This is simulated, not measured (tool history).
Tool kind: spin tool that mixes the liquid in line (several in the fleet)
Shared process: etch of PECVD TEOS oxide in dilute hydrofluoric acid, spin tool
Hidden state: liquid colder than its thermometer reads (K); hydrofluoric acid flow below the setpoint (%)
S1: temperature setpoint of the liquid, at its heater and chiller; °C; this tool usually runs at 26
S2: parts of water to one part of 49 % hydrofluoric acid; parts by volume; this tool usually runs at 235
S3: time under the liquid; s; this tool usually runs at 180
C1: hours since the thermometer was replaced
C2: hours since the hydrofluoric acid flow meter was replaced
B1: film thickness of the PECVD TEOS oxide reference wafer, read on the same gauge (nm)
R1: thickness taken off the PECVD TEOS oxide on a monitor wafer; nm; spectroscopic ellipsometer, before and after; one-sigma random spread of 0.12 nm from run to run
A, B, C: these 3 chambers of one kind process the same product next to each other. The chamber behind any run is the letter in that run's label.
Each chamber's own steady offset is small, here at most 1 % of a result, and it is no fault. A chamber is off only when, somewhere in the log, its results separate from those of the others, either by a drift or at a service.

run   hour    S1   S2   S3      C1      C2      B1      R1
 1A    6.6    26  235  180  1461.8   767.3  150.03  14.682
 2B    9.9    26  235  180  1168.5   946.8  150.02  14.556
 3C   15.2    26  235  180     775  1329.6  150.01  14.654
 4B   20.6    26  235  180  1179.2   957.5     150  14.693
 5A     24    26  235  180  1479.2   784.7  150.01   14.89
 6C   29.4    26  235  180   789.2  1343.8  150.01   14.39
 7A   35.7    26  235  180  1490.9   796.4  149.98  14.637
 8C     40  22.5  235  250   799.8  1354.4     150  17.518
 9B   43.2  22.5  235  250  1201.8   980.1  149.99   17.83
10A   48.9  22.5  235  250  1504.1   809.6  149.98  17.991
11B   52.7    26  235  180  1211.3   989.6     150   14.51
12C   56.3    26  235  180   816.1  1370.7  149.99   14.11
13B   61.8    26  235  180  1220.4   998.7  149.97  14.419
14C   67.9    26  235  180   827.7  1382.3  150.01  14.245
15A   72.2    26  235  180  1527.4   832.9  149.98   14.75
16C   78.7    26  235  180   838.5  1393.1  150.01  14.256
17B   84.4    26  235  180    1243  1021.3  150.02  14.445
18A   91.1    26  235  180  1546.3   851.8  149.99   14.82
19B   94.3  28.5  235  135  1252.9  1031.2  150.01  11.914
20A   99.9  28.5  235  135  1555.1   860.6     150  11.942
21C  105.7  28.5  235  135   865.5  1420.1  149.98  11.341
22C  110.5    26  235  180   870.3  1424.9  150.01  13.548
23A  117.4    26  235  180  1572.6   878.1  150.02  14.514
24B  121.2    23  235  280  1279.8  1058.1     150  20.428
25C  125.9    23  235  280   885.7  1440.3  149.98  18.843
26B  132.5    23  235  280  1291.1  1069.4  149.98  20.133
27A  136.4    26  235  180  1591.6   897.1  150.01  14.767
28C  141.9    26  235  180   901.7  1456.3  150.01  13.417
29A  146.5    26  235  180  1601.7   907.2  150.02  14.513
30B  152.1    26  235  180  1310.7    1089  149.96  14.455
31B  156.8    26  235  180  1315.4  1093.7  149.97  14.619
32A  161.3    26  235  180  1616.5     922  150.03  14.441
33C  165.8    26  235  180   925.6  1480.2  150.01  13.154
34B  171.1    26  150  245  1329.7    1108  150.01  34.659
35A  176.2    26  150  245  1631.4   936.9  150.05  34.732
36C  181.9    26  150  245   941.7  1496.3  149.99   30.87

The same settings go to every chamber for the next run, one line per chamber below. Forecast the results for each:
37A   187  26  335  180               ?
37B   187  26  335  180               ?
37C   187  26  335  180               ?

run      R1
37A   9.277
37B  9.1363
37C   8.079

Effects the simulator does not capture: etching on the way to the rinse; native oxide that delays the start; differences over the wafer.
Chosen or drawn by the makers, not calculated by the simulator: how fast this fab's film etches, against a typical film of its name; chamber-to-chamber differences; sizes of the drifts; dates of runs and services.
